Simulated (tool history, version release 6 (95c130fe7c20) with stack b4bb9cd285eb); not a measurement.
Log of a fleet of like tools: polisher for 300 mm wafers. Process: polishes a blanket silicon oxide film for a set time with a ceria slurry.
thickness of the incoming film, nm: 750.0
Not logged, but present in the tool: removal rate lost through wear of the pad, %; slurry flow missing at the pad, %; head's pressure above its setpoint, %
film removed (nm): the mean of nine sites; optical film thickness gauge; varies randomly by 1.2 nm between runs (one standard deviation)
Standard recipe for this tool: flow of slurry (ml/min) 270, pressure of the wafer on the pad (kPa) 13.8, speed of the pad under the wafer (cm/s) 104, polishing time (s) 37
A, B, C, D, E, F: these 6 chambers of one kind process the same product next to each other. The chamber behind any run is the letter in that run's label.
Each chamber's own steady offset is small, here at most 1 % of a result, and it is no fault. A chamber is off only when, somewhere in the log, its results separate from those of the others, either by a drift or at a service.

run,day,flow of slurry (ml/min),pressure of the wafer on the pad (kPa),speed of the pad under the wafer (cm/s),polishing time (s),wafers polished on this pad,hours since the slurry nozzle was cleaned,hours since the head pressure was calibrated,film removed (nm)
1E,0.388,270,13.8,104,37,887,71.4,737.9,99.323
# day 0.571: chamber A: worn pad replaced by a new one
2C,0.817,270,13.8,104,37,567,130.8,565.6,100.370
# day 0.975: chamber D: worn pad replaced by a new one
3A,1.071,270,13.8,104,37,160,491.1,351.7,99.105
4B,1.362,270,13.8,104,37,692,355.7,528.4,96.220
# day 1.729: chamber C: worn pad replaced by a new one
# day 1.775: chamber E: worn pad replaced by a new one
5D,1.825,270,13.8,104,37,272,362.6,819.8,98.054
# day 2.196: chamber F: worn pad replaced by a new one
6F,2.342,270,13.8,104,37,46,464.7,1014.0,96.933
# day 2.371: chamber B: worn pad replaced by a new one
7B,2.596,270,13.8,104,37,72,385.3,558.0,97.679
8E,2.988,270,13.8,84,29,388,133.8,800.3,63.160
# day 3.196: chamber D: slurry nozzle cleaned
9A,3.396,270,13.8,84,29,904,546.9,407.5,62.002
10C,3.917,270,13.8,84,29,699,205.2,640.0,62.870
# day 4.038: chamber A: worn pad replaced by a new one
11D,4.467,270,13.8,84,29,1117,30.6,883.2,62.726
# day 4.679: chamber D: worn pad replaced by a new one
12F,4.708,270,13.8,84,29,803,521.5,1070.8,61.805
13D,4.979,270,13.8,84,29,96,42.9,895.5,62.660
# day 5.046: chamber C: worn pad replaced by a new one
# day 5.062: chamber F: worn pad replaced by a new one
# day 5.104: chamber A: slurry nozzle cleaned
# day 5.296: chamber B: worn pad replaced by a new one
14B,5.371,270,13.8,104,37,24,451.9,624.6,100.740
# day 5.479: chamber B: head pressure recalibrated
# day 5.654: chamber E: worn pad replaced by a new one
15E,5.808,270,13.8,104,37,49,201.5,868.0,100.230
# day 5.838: chamber F: head pressure recalibrated
16C,6.117,270,13.8,104,37,343,258.0,692.8,98.897
17A,6.658,305,13.8,104,37,838,37.3,485.8,98.658
# day 7.142: chamber A: worn pad replaced by a new one
18F,7.200,305,13.8,104,37,684,581.3,32.7,101.340
19E,7.596,305,13.8,104,37,621,244.4,910.9,97.104
# day 8.029: chamber C: worn pad replaced by a new one
20C,8.075,305,13.8,104,37,15,305.0,739.8,98.893
21F,8.379,305,13.8,104,37,1061,609.6,61.0,98.544
# day 8.400: chamber B: worn pad replaced by a new one
# day 8.479: chamber F: worn pad replaced by a new one
# day 8.608: chamber D: worn pad replaced by a new one
22B,8.779,305,13.8,104,37,122,533.7,79.2,99.254
23D,9.188,270,13.8,104,37,186,143.9,996.5,100.410
# day 9.450: chamber A: head pressure recalibrated
# day 9.604: chamber E: worn pad replaced by a new one
24A,9.708,270,13.8,104,37,822,110.5,6.2,99.149
25A,10.175,270,13.8,104,37,971,121.7,17.4,99.467
# day 10.208: chamber A: worn pad replaced by a new one
26E,10.571,270,13.8,104,37,309,315.8,982.3,97.601
# day 10.983: chamber C: worn pad replaced by a new one
27B,11.071,270,13.8,104,37,855,588.7,134.2,100.360
28D,11.388,270,13.8,104,37,889,196.7,1049.3,99.192
# day 11.525: chamber F: worn pad replaced by a new one
# day 11.583: chamber B: worn pad replaced by a new one
29F,11.700,270,13.8,104,37,56,689.3,140.7,98.887
30C,12.192,270,13.8,104,37,387,403.8,838.6,97.442
# day 12.317: chamber D: worn pad replaced by a new one
31F,12.650,270,13.8,104,37,360,712.1,163.5,98.210
32E,13.129,325,15.9,104,37,1128,377.2,1043.7,117.280
# day 13.354: chamber A: worn pad replaced by a new one
33C,13.592,325,15.9,104,37,835,437.4,872.2,117.310
34D,13.942,325,15.9,104,37,520,258.0,1110.6,116.620
35B,14.375,325,15.9,104,37,893,668.0,213.5,114.490
# day 14.433: chamber B: worn pad replaced by a new one
36A,14.621,325,15.9,104,37,406,228.4,124.1,112.830
37A,14.979,325,15.9,104,37,520,237.0,132.7,115.110
# day 14.992: chamber F: worn pad replaced by a new one
38F,15.279,270,13.8,104,37,92,775.2,226.6,98.477
39B,15.771,270,13.8,104,37,428,701.5,247.0,98.640

Does one chamber stand apart from the rest, does the shared gauge drift, or is all well apart from small per-chamber offsets? Give the chamber and the most likely cause, where there is one.

The fleet is healthy, with each chamber sitting at its usual small offset and no drift in the gauge.
